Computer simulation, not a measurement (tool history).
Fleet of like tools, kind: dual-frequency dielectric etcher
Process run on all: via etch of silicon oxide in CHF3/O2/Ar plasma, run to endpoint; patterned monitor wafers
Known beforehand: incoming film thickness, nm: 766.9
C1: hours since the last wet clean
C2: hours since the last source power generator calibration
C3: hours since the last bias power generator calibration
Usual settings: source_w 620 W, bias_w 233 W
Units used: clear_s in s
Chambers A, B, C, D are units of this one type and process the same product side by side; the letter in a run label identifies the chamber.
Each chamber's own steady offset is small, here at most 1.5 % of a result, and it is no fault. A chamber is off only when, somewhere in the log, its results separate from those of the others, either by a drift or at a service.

Run 1C, hour 9.2: usual settings; C1 276.3; C2 484.5; C3 558.5. Result: clear_s 348.78 s.
Run 2B, hour 17.7: usual settings; C1 360.3; C2 83.1; C3 473.0. Result: clear_s 349.33 s.
Run 3A, hour 32.1: usual settings; C1 202.5; C2 136.7; C3 3003.8. Result: clear_s 346.17 s.
Run 4D, hour 43.9: usual settings; C1 270.9; C2 3706.9; C3 1078.2. Result: clear_s 350.95 s.
Run 5C, hour 53.2: usual settings but source_w 750 W, bias_w 214 W; C1 320.3; C2 528.5; C3 602.5. Result: clear_s 335.35 s.
Run 6D, hour 60.9: usual settings but source_w 750 W, bias_w 214 W; C1 287.9; C2 3723.9; C3 1095.2. Result: clear_s 334.85 s.
Run 7A, hour 73.0: usual settings but source_w 750 W, bias_w 214 W; C1 243.4; C2 177.6; C3 3044.7. Result: clear_s 332.45 s.
Run 8B, hour 80.2: usual settings but source_w 750 W, bias_w 214 W; C1 422.8; C2 145.6; C3 535.5. Result: clear_s 335.73 s.
Run 9B, hour 94.8: usual settings; C1 437.4; C2 160.2; C3 550.1. Result: clear_s 349.36 s.
Run 10A, hour 108.4: usual settings; C1 278.8; C2 213.0; C3 3080.1. Result: clear_s 346.93 s.
Run 11C, hour 122.6: usual settings; C1 389.7; C2 597.9; C3 671.9. Result: clear_s 350.07 s.
Run 12D, hour 134.2: usual settings; C1 361.2; C2 3797.2; C3 1168.5. Result: clear_s 353.21 s.
Run 13B, hour 146.4: usual settings; C1 489.0; C2 211.8; C3 601.7. Result: clear_s 350.32 s.
At hour 148.5: chamber B: wet clean of the chamber.
Run 14D, hour 162.2: usual settings; C1 389.2; C2 3825.2; C3 1196.5. Result: clear_s 353.42 s.
Run 15C, hour 170.4: usual settings; C1 437.5; C2 645.7; C3 719.7. Result: clear_s 349.77 s.
Run 16A, hour 183.6: usual settings; C1 354.0; C2 288.2; C3 3155.3. Result: clear_s 345.64 s.
Run 17B, hour 195.8: usual settings; C1 47.4; C2 261.2; C3 651.1. Result: clear_s 357.45 s.
At hour 196.4: chamber D: wet clean of the chamber.
Run 18C, hour 208.7: usual settings; C1 475.8; C2 684.0; C3 758.0. Result: clear_s 351.30 s.
Run 19D, hour 217.1: usual settings but source_w 720 W; C1 20.7; C2 3880.1; C3 1251.4. Result: clear_s 332.86 s.
Run 20A, hour 224.5: usual settings but source_w 720 W; C1 394.9; C2 329.1; C3 3196.2. Result: clear_s 326.60 s.
Run 21D, hour 232.4: usual settings but source_w 720 W; C1 36.0; C2 3895.4; C3 1266.7. Result: clear_s 334.45 s.
Run 22C, hour 247.4: usual settings but source_w 720 W; C1 514.5; C2 722.7; C3 796.7. Result: clear_s 330.61 s.
Run 23A, hour 258.4: usual settings but source_w 730 W; C1 428.8; C2 363.0; C3 3230.1. Result: clear_s 325.23 s.
Run 24B, hour 273.5: usual settings but source_w 730 W; C1 125.1; C2 338.9; C3 728.8. Result: clear_s 336.30 s.
Run 25D, hour 282.1: usual settings but source_w 730 W; C1 85.7; C2 3945.1; C3 1316.4. Result: clear_s 330.49 s.
Run 26B, hour 293.5: usual settings but source_w 730 W; C1 145.1; C2 358.9; C3 748.8. Result: clear_s 336.36 s.
Run 27A, hour 303.4: usual settings but source_w 570 W, bias_w 209 W; C1 473.8; C2 408.0; C3 3275.1. Result: clear_s 370.88 s.
At hour 304.2: chamber A: wet clean of the chamber.
Run 28C, hour 312.0: usual settings but source_w 570 W, bias_w 209 W; C1 579.1; C2 787.3; C3 861.3. Result: clear_s 374.27 s.
Run 29B, hour 319.2: usual settings but source_w 570 W, bias_w 209 W; C1 170.8; C2 384.6; C3 774.5. Result: clear_s 381.96 s.
Run 30D, hour 334.5: usual settings but source_w 570 W, bias_w 209 W; C1 138.1; C2 3997.5; C3 1368.8. Result: clear_s 379.29 s.
Run 31A, hour 342.4: usual settings; C1 38.3; C2 447.0; C3 3314.1. Result: clear_s 345.32 s.
At hour 345.9: chamber C: wet clean of the chamber.
Run 32C, hour 358.1: usual settings; C1 12.2; C2 833.4; C3 907.4. Result: clear_s 349.41 s.

Decide between three cases: one chamber stands off from its peers, the gauge reading all wafers drifts, or nothing is wrong past each chamber's small offset. Where a chamber is off, say which and what most likely put it there.

A service on chamber B put it out of line with the rest.
Most likely cause: etch rate under this chamber's usual, % = 1.99.

Below are 4 candidate recipes for chamber B's next run, each the usual settings with a change, their results shown as question marks. Which of them brings B's results back in line with what the other chambers give on the usual settings?
Maximum distance from the other chambers' mean on the usual settings for a result to count as in line: clear_s 3.80 s
Run 33B-1, hour 370.0: usual settings but bias_w 261 W. Result: clear_s ?.
Run 33B-2, hour 370.0: usual settings but source_w 600 W, bias_w 226 W. Result: clear_s ?.
Run 33B-3, hour 370.0: usual settings but source_w 640 W, bias_w 240 W. Result: clear_s ?.
Run 33B-4, hour 370.0: usual settings but source_w 550 W. Result: clear_s ?.

The mean the other chambers reach with the usual settings: clear_s 349.13 s
  run  clear_s
33B-1   343.00
33B-2   365.68
33B-3   349.32
33B-4   373.79
The right change is 33B-3: it brings the chamber back within the allowed miss of the others.

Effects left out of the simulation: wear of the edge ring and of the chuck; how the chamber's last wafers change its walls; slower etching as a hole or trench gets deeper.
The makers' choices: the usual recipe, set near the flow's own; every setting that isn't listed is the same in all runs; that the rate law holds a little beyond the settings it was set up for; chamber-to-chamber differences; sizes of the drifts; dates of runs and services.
